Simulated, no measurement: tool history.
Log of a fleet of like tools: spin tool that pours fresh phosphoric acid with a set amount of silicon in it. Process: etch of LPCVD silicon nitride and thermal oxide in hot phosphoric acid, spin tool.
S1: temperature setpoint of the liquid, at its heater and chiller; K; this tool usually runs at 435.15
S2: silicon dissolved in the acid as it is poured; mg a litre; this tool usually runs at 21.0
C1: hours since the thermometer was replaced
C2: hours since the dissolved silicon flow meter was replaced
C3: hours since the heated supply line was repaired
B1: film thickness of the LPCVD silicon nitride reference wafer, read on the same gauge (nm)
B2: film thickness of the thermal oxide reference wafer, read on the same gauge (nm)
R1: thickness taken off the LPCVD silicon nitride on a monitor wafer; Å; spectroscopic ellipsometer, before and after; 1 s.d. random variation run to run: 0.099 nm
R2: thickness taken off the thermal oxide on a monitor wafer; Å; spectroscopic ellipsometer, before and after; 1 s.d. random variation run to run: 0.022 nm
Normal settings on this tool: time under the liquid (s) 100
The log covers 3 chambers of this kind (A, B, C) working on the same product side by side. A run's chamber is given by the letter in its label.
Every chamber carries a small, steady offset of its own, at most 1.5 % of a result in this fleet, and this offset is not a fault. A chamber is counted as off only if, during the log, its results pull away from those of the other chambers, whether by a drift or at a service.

run 1A hour=2.7 | S1=435.15 S2=21.0 time_under_the_liquid_(s)=100 | C1=77.6 C2=1734.7 C3=1576.9 | B1=150.01 B2=110.00 | R1=110.37 R2=1.8103
run 2B hour=5.9 | S1=435.15 S2=21.0 time_under_the_liquid_(s)=100 | C1=2317.8 C2=578.1 C3=2211.3 | B1=149.97 B2=109.99 | R1=110.41 R2=1.6461
run 3C hour=10.4 | S1=435.15 S2=21.0 time_under_the_liquid_(s)=100 | C1=433.8 C2=392.7 C3=3001.2 | B1=150.00 B2=110.00 | R1=107.73 R2=1.7826
run 4C hour=15.7 | S1=435.15 S2=21.0 time_under_the_liquid_(s)=100 | C1=439.1 C2=398.0 C3=3006.5 | B1=150.02 B2=109.96 | R1=107.79 R2=2.0884
run 5A hour=21.1 | S1=435.15 S2=14.5 time_under_the_liquid_(s)=100 | C1=96.0 C2=1753.1 C3=1595.3 | B1=149.98 B2=110.00 | R1=109.30 R2=2.1166
run 6B hour=26.0 | S1=435.15 S2=14.5 time_under_the_liquid_(s)=100 | C1=2337.9 C2=598.2 C3=2231.4 | B1=150.01 B2=110.03 | R1=110.25 R2=2.4755
run 7B hour=31.6 | S1=435.15 S2=14.5 time_under_the_liquid_(s)=100 | C1=2343.5 C2=603.8 C3=2237.0 | B1=150.01 B2=110.00 | R1=108.81 R2=2.4811
run 8A hour=34.4 | S1=435.15 S2=21.0 time_under_the_liquid_(s)=100 | C1=109.3 C2=1766.4 C3=1608.6 | B1=150.00 B2=109.99 | R1=110.34 R2=1.7856
run 9C hour=40.1 | S1=435.15 S2=21.0 time_under_the_liquid_(s)=100 | C1=463.5 C2=422.4 C3=3030.9 | B1=150.01 B2=109.99 | R1=108.38 R2=1.7878
run 10B hour=45.7 | S1=435.15 S2=21.0 time_under_the_liquid_(s)=135 | C1=2357.6 C2=617.9 C3=2251.1 | B1=149.98 B2=110.00 | R1=147.27 R2=2.6327
run 11A hour=50.9 | S1=435.15 S2=21.0 time_under_the_liquid_(s)=135 | C1=125.8 C2=1782.9 C3=1625.1 | B1=150.01 B2=110.00 | R1=149.41 R2=2.3486
run 12C hour=55.8 | S1=435.15 S2=21.0 time_under_the_liquid_(s)=135 | C1=479.2 C2=438.1 C3=3046.6 | B1=150.00 B2=109.97 | R1=147.85 R2=2.9102
run 13B hour=58.4 | S1=436.65 S2=21.0 time_under_the_liquid_(s)=160 | C1=2370.3 C2=630.6 C3=2263.8 | B1=150.02 B2=109.99 | R1=184.55 R2=3.7557
run 14C hour=62.6 | S1=436.65 S2=21.0 time_under_the_liquid_(s)=160 | C1=486.0 C2=444.9 C3=3053.4 | B1=150.01 B2=109.98 | R1=183.55 R2=3.7932
run 15A hour=67.2 | S1=436.65 S2=21.0 time_under_the_liquid_(s)=160 | C1=142.1 C2=1799.2 C3=1641.4 | B1=150.02 B2=110.00 | R1=181.82 R2=3.3676
run 16C hour=71.2 | S1=435.15 S2=21.0 time_under_the_liquid_(s)=100 | C1=494.6 C2=453.5 C3=3062.0 | B1=149.98 B2=110.01 | R1=107.77 R2=1.7122
run 17B hour=75.3 | S1=435.15 S2=21.0 time_under_the_liquid_(s)=100 | C1=2387.2 C2=647.5 C3=2280.7 | B1=149.99 B2=110.01 | R1=110.63 R2=1.9023
run 18A hour=81.2 | S1=435.15 S2=21.0 time_under_the_liquid_(s)=100 | C1=156.1 C2=1813.2 C3=1655.4 | B1=150.00 B2=110.01 | R1=107.17 R2=1.9609
run 19B hour=84.7 | S1=435.15 S2=21.0 time_under_the_liquid_(s)=100 | C1=2396.6 C2=656.9 C3=2290.1 | B1=150.00 B2=110.02 | R1=108.98 R2=2.2434
run 20A hour=88.7 | S1=435.15 S2=21.0 time_under_the_liquid_(s)=100 | C1=163.6 C2=1820.7 C3=1662.9 | B1=149.99 B2=110.01 | R1=105.55 R2=1.8214
run 21C hour=92.7 | S1=435.15 S2=21.0 time_under_the_liquid_(s)=100 | C1=516.1 C2=475.0 C3=3083.5 | B1=149.99 B2=109.99 | R1=109.27 R2=2.0860
-- hour=96.0 chamber A: dissolved silicon flow meter replaced
run 22B hour=97.7 | S1=435.15 S2=21.0 time_under_the_liquid_(s)=100 | C1=2409.6 C2=669.9 C3=2303.1 | B1=149.99 B2=110.01 | R1=110.44 R2=2.0999
run 23A hour=102.5 | S1=435.15 S2=21.0 time_under_the_liquid_(s)=100 | C1=177.4 C2=6.5 C3=1676.7 | B1=150.02 B2=109.98 | R1=102.43 R2=1.6536
run 24C hour=106.6 | S1=435.15 S2=21.0 time_under_the_liquid_(s)=100 | C1=530.0 C2=488.9 C3=3097.4 | B1=149.98 B2=110.00 | R1=107.97 R2=2.1480
run 25A hour=110.0 | S1=435.15 S2=21.0 time_under_the_liquid_(s)=100 | C1=184.9 C2=14.0 C3=1684.2 | B1=149.99 B2=110.00 | R1=102.98 R2=1.6495
run 26C hour=114.9 | S1=435.15 S2=21.0 time_under_the_liquid_(s)=100 | C1=538.3 C2=497.2 C3=3105.7 | B1=149.99 B2=110.02 | R1=109.41 R2=2.2228

For the next run the whole fleet of 3 chambers uses the same settings. Give each chamber's results:
run 27A hour=119.2 | S1=435.15 S2=21.0 time_under_the_liquid_(s)=100 | R1=? R2=?
run 27B hour=119.2 | S1=435.15 S2=21.0 time_under_the_liquid_(s)=100 | R1=? R2=?
run 27C hour=119.2 | S1=435.15 S2=21.0 time_under_the_liquid_(s)=100 | R1=? R2=?

run=27A R1=103.59 R2=1.5107
run=27B R1=109.62 R2=2.0160
run=27C R1=108.20 R2=1.7293
